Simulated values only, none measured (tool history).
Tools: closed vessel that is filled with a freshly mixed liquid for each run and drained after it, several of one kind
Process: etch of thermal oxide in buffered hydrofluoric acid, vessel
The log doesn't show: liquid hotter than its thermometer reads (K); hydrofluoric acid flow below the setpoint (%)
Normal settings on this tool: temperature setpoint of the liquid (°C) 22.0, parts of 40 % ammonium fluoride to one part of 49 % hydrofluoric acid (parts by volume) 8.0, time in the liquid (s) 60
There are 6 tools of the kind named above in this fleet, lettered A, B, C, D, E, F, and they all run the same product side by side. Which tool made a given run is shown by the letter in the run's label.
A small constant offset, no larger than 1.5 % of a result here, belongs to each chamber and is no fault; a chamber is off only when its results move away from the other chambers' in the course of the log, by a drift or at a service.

run	day	temperature setpoint of the liquid (°C)	parts of 40 % ammonium fluoride to one part of 49 % hydrofluoric acid (parts by volume)	time in the liquid (s)	hours since the thermometer was replaced	hours since the hydrofluoric acid flow meter was replaced	read-back film thickness of the thermal oxide reference wafer, read on the same gauge (nm)	thickness taken off the thermal oxide on a monitor wafer (nm)
1D	0.342	22.0	8.0	60	467.4	418.6	150.00	70.842
2A	0.754	22.0	8.0	60	161.6	174.6	150.02	70.856
3E	1.404	22.0	8.0	60	448.3	642.0	150.00	70.324
4B	1.954	22.0	8.0	60	585.2	650.8	150.02	70.952
# day 2.492: chamber D: thermometer replaced
5C	2.546	22.0	8.0	60	1723.7	854.0	150.02	69.396
6F	3.088	22.0	8.0	60	1122.5	1718.5	150.00	71.692
7C	3.708	22.0	8.0	60	1751.6	881.9	150.00	70.765
8D	4.183	22.0	8.0	60	40.7	510.8	150.00	70.119
# day 4.488: chamber F: hydrofluoric acid flow meter replaced
9E	4.492	22.0	8.0	60	522.4	716.1	150.01	70.038
10F	4.929	22.0	8.0	60	1166.7	10.6	150.03	71.415
11B	5.242	22.0	8.0	60	664.1	729.7	150.01	70.886
12A	5.779	22.0	8.0	60	282.2	295.2	150.00	71.117
13D	6.408	22.0	8.0	60	94.1	564.2	150.00	71.388
14F	6.733	22.0	8.0	60	1210.0	53.9	150.00	71.607
15A	7.346	22.0	8.0	60	319.8	332.8	150.01	71.387
# day 7.388: chamber C: hydrofluoric acid flow meter replaced
16C	7.629	22.0	9.5	60	1845.7	5.9	150.01	59.674
17E	7.983	22.0	9.5	60	606.2	799.9	149.99	60.237
18B	8.367	22.0	9.5	60	739.1	804.7	150.00	60.277
19C	8.900	22.0	9.5	60	1876.2	36.4	150.02	59.953
20E	9.288	22.0	9.5	60	637.5	831.2	150.00	60.011
# day 9.517: chamber E: hydrofluoric acid flow meter replaced
21A	9.854	22.0	9.5	60	380.0	393.0	150.01	60.518
22F	10.138	22.0	8.0	60	1291.7	135.6	150.04	70.912
23D	10.758	22.0	8.0	60	198.5	668.6	150.01	70.815
24B	11.192	22.0	8.0	60	806.9	872.5	150.02	71.681
# day 11.729: chamber B: hydrofluoric acid flow meter replaced
25F	11.808	22.0	8.0	60	1331.8	175.7	149.98	71.261
26D	12.275	22.0	8.0	60	234.9	705.0	150.00	70.190
27A	12.771	22.0	8.0	60	450.0	463.0	149.99	71.400
28E	13.262	22.0	8.0	60	732.9	90.0	149.99	70.620
29C	13.888	25.5	10.5	60	1995.9	156.1	150.00	66.387
30B	14.325	25.5	10.5	60	882.1	62.4	149.99	70.197
31B	14.858	25.5	10.5	60	894.9	75.2	150.02	70.348
32C	15.154	25.5	10.5	60	2026.3	186.5	150.01	66.323
33A	15.729	25.5	10.5	60	521.0	534.0	150.00	66.926
34E	16.354	25.5	10.5	60	807.1	164.2	150.01	66.882
35F	16.900	22.0	8.0	60	1454.0	297.9	150.01	71.504
36D	17.475	22.0	8.0	60	359.7	829.8	150.02	70.919
37E	18.083	22.0	8.0	60	848.6	205.7	150.01	70.637
38B	18.467	22.0	8.0	60	981.5	161.8	150.03	75.156
39A	19.029	22.0	8.0	60	600.2	613.2	150.00	71.808
40C	19.679	24.5	9.5	60	2134.9	295.1	149.99	68.284
41F	20.246	24.5	9.5	60	1534.3	378.2	149.98	69.432
42D	20.567	24.5	9.5	60	433.9	904.0	149.98	69.982

Read the log: is a single chamber off, either drifting away or since a service, is the gauge that measures every chamber drifting, or is nothing wrong beyond small per-chamber offsets? Name any odd chamber and what most likely caused it.

Little by little, chamber B moves away from the other chambers.
Cause: liquid hotter than its thermometer reads (K) = 1.23.

Which of the 4 candidates below, each the usual settings with something changed and its results left as question marks, puts chamber B back in line with what the other chambers give on the usual settings?
In line means no further than this from the other chambers' mean on the usual settings: thickness taken off the thermal oxide on a monitor wafer (nm) 1.300
43B-1	21.038	22.0	7.5	60				?
43B-2	21.038	22.0	8.5	60				?
43B-3	21.038	22.0	7.0	60				?
43B-4	21.038	22.0	8.5	55				?

On the usual settings, the other chambers give on average: thickness taken off the thermal oxide on a monitor wafer (nm) 70.746
run	thickness taken off the thermal oxide on a monitor wafer (nm)
43B-1	81.111
43B-2	70.890
43B-3	87.324
43B-4	64.982
43B-2 puts the chamber back in line with the other chambers.

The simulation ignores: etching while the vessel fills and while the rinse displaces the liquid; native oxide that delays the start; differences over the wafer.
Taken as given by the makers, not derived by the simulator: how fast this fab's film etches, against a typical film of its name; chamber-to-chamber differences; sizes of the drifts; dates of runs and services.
